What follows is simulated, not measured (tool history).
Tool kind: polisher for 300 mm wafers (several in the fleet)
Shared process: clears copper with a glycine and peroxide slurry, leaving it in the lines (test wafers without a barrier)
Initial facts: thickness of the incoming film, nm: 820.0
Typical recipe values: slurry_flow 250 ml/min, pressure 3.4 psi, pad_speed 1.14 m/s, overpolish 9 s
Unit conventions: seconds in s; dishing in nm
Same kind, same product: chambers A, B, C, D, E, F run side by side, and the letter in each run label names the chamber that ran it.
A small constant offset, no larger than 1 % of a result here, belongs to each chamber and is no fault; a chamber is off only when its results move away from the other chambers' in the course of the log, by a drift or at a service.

run	hour	slurry_flow	pressure	pad_speed	overpolish	seconds	dishing
1B	7.6	250	3.4	1.14	9	133.96	38.331
2C	15.8	250	3.4	1.14	9	132.47	38.844
# hour 18: chamber B: worn pad replaced by a new one
3E	19.5	250	3.4	1.14	9	131.82	37.836
4A	26.3	250	3.4	1.14	9	133.97	37.471
5D	32.7	250	3.4	1.14	9	135.11	38.819
# hour 35.7: chamber D: slurry nozzle cleaned
6F	40.8	250	3.4	1.14	9	133.71	37.741
# hour 44.4: chamber D: worn pad replaced by a new one
7B	48.2	250	3.4	1.14	9	135.19	37.584
# hour 53.1: chamber E: worn pad replaced by a new one
8A	55	250	3.4	1.14	9	133.58	39.291
9F	63.2	250	3.4	1.14	9	134.18	37.702
# hour 65: chamber C: worn pad replaced by a new one
10D	68.8	250	3.4	1.14	6	132.89	26.455
11C	73.2	250	3.4	1.14	6	134.94	26.565
12E	80.1	250	3.4	1.14	6	134.38	26.843
# hour 80.3: chamber F: worn pad replaced by a new one
13C	84.9	250	3.4	1.14	6	133.11	27.1
# hour 87.5: chamber A: head pressure recalibrated
14E	88.5	250	3.4	1.14	6	132.06	26.672
15F	94.6	250	3.4	1.14	6	133.47	26.221
16B	101.4	250	3.4	1.14	9	133.03	39.205
17A	106.5	250	3.4	1.14	9	134.19	38.011
18D	112.4	250	3.4	1.14	9	134.1	37.469
19B	118.5	250	3.4	1.14	9	133.64	38.06
20E	123.6	250	3.4	1.46	9	106.9	46.044
21D	129.9	250	3.4	1.46	9	108.49	45.322
22F	137.5	250	3.4	1.46	9	107.61	45.691
23A	141.4	250	3.4	1.46	9	109.99	41.8
24C	145.6	250	3.4	1.46	9	105.63	44.891
# hour 150: chamber E: worn pad replaced by a new one
25B	150.6	250	3.4	1.46	9	109.07	45.344
# hour 151.2: chamber D: worn pad replaced by a new one
26C	158.2	250	3.4	1.14	9	131.88	38.574
# hour 161.5: chamber C: worn pad replaced by a new one
27D	163.1	250	3.4	1.14	9	132.27	35.614
28E	168.8	250	3.4	1.14	9	133.47	37.705
29F	172.3	175	3.4	1.44	9	116.99	43.967
# hour 173.1: chamber F: head pressure recalibrated
30A	179.2	175	3.4	1.44	9	119.52	40.001
# hour 184.6: chamber B: worn pad replaced by a new one
31F	186	175	3.4	1.44	9	115.4	44.727
32D	192.9	175	3.4	1.44	9	115.55	43.035
33E	200.6	175	3.4	1.44	9	114.43	42.56
34A	208.4	175	3.4	1.44	9	121.68	41.437
35B	213.9	250	4.5	1.14	13	103.76	63.054
36C	218	250	4.5	1.14	13	104.12	63.517
37B	226.2	250	4.5	1.14	13	103.56	62.056
38D	231.5	250	4.5	1.14	13	105.39	62.7
39C	236.5	250	4.5	1.14	13	102.51	65.271
40E	242.3	250	4.5	1.14	13	103.98	64.709
41A	248.1	250	3.4	1.14	9	149.85	33.802
42F	252.5	250	3.4	1.14	9	134.82	38.378
# hour 255.5: chamber F: worn pad replaced by a new one
43F	259.1	250	3.4	1.14	9	135.59	38.528
# hour 264.2: chamber C: worn pad replaced by a new one
44C	266.5	250	3.4	1.14	9	132.45	38.254

Has any chamber moved away from the others, gradually or after a service, or does the common gauge drift, or do the chambers differ only by their own small steady offsets? State the chamber and the most likely cause if one applies.

Little by little, chamber A moves away from the other chambers.
Likeliest cause: removal rate lost through wear of the pad, % = 11.2.
It could be hard to tell apart here from: head's pressure below its setpoint, %.

Below are 4 candidate recipes for chamber A's next run, each the usual settings with a change, their results shown as question marks. Which of them brings A's results back in line with what the other chambers give on the usual settings?
A result is in line if it is within this distance of the other chambers' mean on the usual settings: seconds 4.1 s; dishing 2.5 nm
45A-1	272.4	255	3.8	1.26	9	?	?
45A-2	272.4	250	3.2	1.06	9	?	?
45A-3	272.4	245	3	1.02	9	?	?
45A-4	272.4	250	3.6	1.22	9	?	?

Usual-settings mean across the other chambers: seconds 133.78 s; dishing 37.791 nm
run	seconds	dishing
45A-1	124.3	40.589
45A-2	168.51	31.122
45A-3	184.32	28.716
45A-4	134.5	37.908
It is 45A-4 that realigns the chamber with its peers.
